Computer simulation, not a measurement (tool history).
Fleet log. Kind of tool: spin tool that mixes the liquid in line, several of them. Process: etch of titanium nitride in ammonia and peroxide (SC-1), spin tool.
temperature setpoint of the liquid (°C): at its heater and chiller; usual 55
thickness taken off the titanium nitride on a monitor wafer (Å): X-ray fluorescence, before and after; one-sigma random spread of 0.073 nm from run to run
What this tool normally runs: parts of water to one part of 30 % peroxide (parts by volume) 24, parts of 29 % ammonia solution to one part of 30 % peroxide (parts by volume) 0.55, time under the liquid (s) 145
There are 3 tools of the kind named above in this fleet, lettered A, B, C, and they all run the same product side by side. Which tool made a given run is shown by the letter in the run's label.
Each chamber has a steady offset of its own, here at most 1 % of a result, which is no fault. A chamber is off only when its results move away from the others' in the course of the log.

run,day,temperature setpoint of the liquid (°C),parts of water to one part of 30 % peroxide (parts by volume),parts of 29 % ammonia solution to one part of 30 % peroxide (parts by volume),time under the liquid (s),"read-back film thickness of the titanium nitride reference wafer, read on the same gauge (nm)",thickness taken off the titanium nitride on a monitor wafer (Å)
1C,0.579,55,24,0.55,145,29.982,109.47
2B,0.875,55,24,0.55,145,29.98,109.78
3A,1.35,55,24,0.55,145,29.978,108.83
4C,1.862,55,24,0.55,145,29.982,107.31
5A,2.3,55,24,0.55,145,29.98,109.01
6B,2.929,48.5,16,0.55,145,30.027,87.91
7C,3.45,48.5,16,0.55,145,30.035,86.004
8B,4.075,48.5,16,0.55,145,29.964,88.662
# day 4.479: chamber B: heated supply line repaired
# day 4.712: chamber B: new drum of ammonia solution connected
9A,4.742,55,24,0.55,145,29.977,109.29
10B,5.408,55,24,0.55,145,29.975,110.01
# day 5.825: chamber A: new drum of ammonia solution connected
11A,5.904,55,24,0.55,145,29.988,109.52
12C,6.575,55,24,0.55,145,30.019,108.08
13C,7.038,55,24,0.55,145,30.012,108.45
14A,7.508,55,33.5,0.55,145,30.014,89.98
15B,7.979,55,33.5,0.55,145,29.99,91.131
16A,8.296,55,33.5,0.55,145,29.971,90.179
17C,8.742,55,24,0.55,145,29.966,107.01
18B,9.296,55,24,0.55,145,29.985,110.4
19A,9.896,55,24,0.55,145,30.016,109.39
20C,10.567,55,24,0.55,145,29.999,107.95
21B,10.996,55,24,0.55,145,30.01,110.08
22C,11.575,49,24,0.55,145,29.995,72.057
23A,11.962,49,24,0.55,145,29.994,72.925
24B,12.262,49,24,0.55,145,30.006,72.671
25A,12.808,55,24,0.55,145,29.968,109.45
26B,13.3,45.5,24,0.55,145,30.033,57.547
27C,13.962,45.5,24,0.55,145,29.969,56.022
28C,14.333,45.5,24,0.55,145,30.036,56.268
29B,14.808,55,24,0.55,145,30.027,109.24
30A,15.412,55,24,0.55,145,29.991,108.92
# day 15.433: chamber C: thermometer replaced
31A,15.908,55,24,0.55,145,29.977,109.59
# day 16.129: chamber A: ammonia flow meter replaced
32B,16.308,55,24,0.55,145,30.021,109.34
33C,16.667,55,33,0.55,145,29.991,90.75
34A,17.138,55,33,0.55,145,30.007,90.566

Predict what each chamber gives when all 3 of them run the settings below next.
35A,17.625,55,24,0.55,145,,?
35B,17.625,55,24,0.55,145,,?
35C,17.625,55,24,0.55,145,,?

run,thickness taken off the titanium nitride on a monitor wafer (Å)
35A,109.15
35B,109.59
35C,107.66
